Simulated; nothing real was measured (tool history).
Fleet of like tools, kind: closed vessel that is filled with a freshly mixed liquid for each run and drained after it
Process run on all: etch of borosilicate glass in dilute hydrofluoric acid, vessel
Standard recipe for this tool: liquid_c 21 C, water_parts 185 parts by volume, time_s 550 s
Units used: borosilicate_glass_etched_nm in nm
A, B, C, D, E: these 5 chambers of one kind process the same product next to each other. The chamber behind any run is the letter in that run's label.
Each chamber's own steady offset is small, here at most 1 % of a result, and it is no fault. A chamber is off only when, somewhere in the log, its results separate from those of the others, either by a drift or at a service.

run,hour,liquid_c,water_parts,time_s,"read-back film thickness of the borosilicate glass reference wafer, read on the same gauge (nm)",borosilicate_glass_etched_nm
1A,8.1,21,185,550,49.97,55.56
2D,14.9,21,185,550,49.951,55.719
3C,24.5,21,185,550,50.011,55.153
4B,35.5,21,185,550,50.009,55.337
5E,42.4,21,185,550,49.996,55.42
# hour 48.3: chamber E: hydrofluoric acid flow meter replaced
6D,54.5,21,185,550,50.019,55.475
7A,67.5,21,185,550,50.021,55.872
8B,75.8,21,185,550,50.025,55.595
9C,88.2,21,185,550,50.015,55.639
10E,95.6,21,185,550,49.935,55.308
11B,108.2,21,185,550,50.005,55.897
12D,117.5,21,185,550,49.993,55.315
13A,132.3,17,240,550,50.039,34.647
14C,146.8,17,240,550,50.014,34.633
15E,158.7,17,240,550,50.03,34.797
16B,168.5,17,240,550,50.027,35.158
17E,182,17,240,550,50.031,34.464
18A,191.4,21,185,385,49.988,38.937
19D,204,21,185,385,49.987,38.841
20C,210.8,21,185,385,49.995,38.62
21D,225,21,185,385,49.986,38.58
22B,234.6,21,185,385,49.97,39.915
23C,243.5,21,185,550,50.002,54.714
24E,256.7,21,185,550,49.971,55.295
# hour 258.5: chamber D: hydrofluoric acid flow meter replaced
25A,267.1,21,185,550,50.006,56.117
26B,276.2,21,185,550,49.976,57.514
# hour 278.3: chamber B: hydrofluoric acid flow meter replaced
27C,288.9,21,185,550,50.023,54.747
28E,302.4,21,185,550,50.01,55.4
29A,316.2,21,185,550,49.985,55.725
30D,327.1,21,110,550,49.948,102.98
# hour 330.7: chamber A: thermometer replaced
31B,339.1,21,110,550,50.019,104.2
32D,350.4,21,110,550,50.022,102.33
33C,362.7,21,110,550,49.996,100.34
34A,369.7,21,110,550,50.006,100.91
35E,380.8,19,235,550,49.998,38.451
36B,388.6,19,235,550,50.003,40.507
37E,397.9,19,235,550,49.976,38.649
38C,407.2,19,235,550,49.988,38.204
39D,419.8,19,235,550,49.98,38.629
40A,432.6,21,185,230,49.991,23.19
41C,443.1,21,185,230,50.019,22.94

Decide between three cases: one chamber stands off from its peers, the gauge reading all wafers drifts, or nothing is wrong past each chamber's small offset. Where a chamber is off, say which and what most likely put it there.

Chamber B drifts away from the others.
What lies behind it: liquid hotter than its thermometer reads (K) = 1.53.

Below are 4 candidate recipes for chamber B's next run, each the usual settings with a change, their results shown as question marks. Which of them brings B's results back in line with what the other chambers give on the usual settings?
A result is in line if it is within this distance of the other chambers' mean on the usual settings: borosilicate_glass_etched_nm 1.1 nm
42B-1,453.8,21,170,550,,?
42B-2,453.8,21,185,495,,?
42B-3,453.8,21,175,550,,?
42B-4,453.8,21,195,550,,?

Other chambers, usual settings, mean: borosilicate_glass_etched_nm 55.291 nm
run,borosilicate_glass_etched_nm
42B-1,65.019
42B-2,52.97
42B-3,62.842
42B-4,55.287
42B-4 brings the chamber back in line.
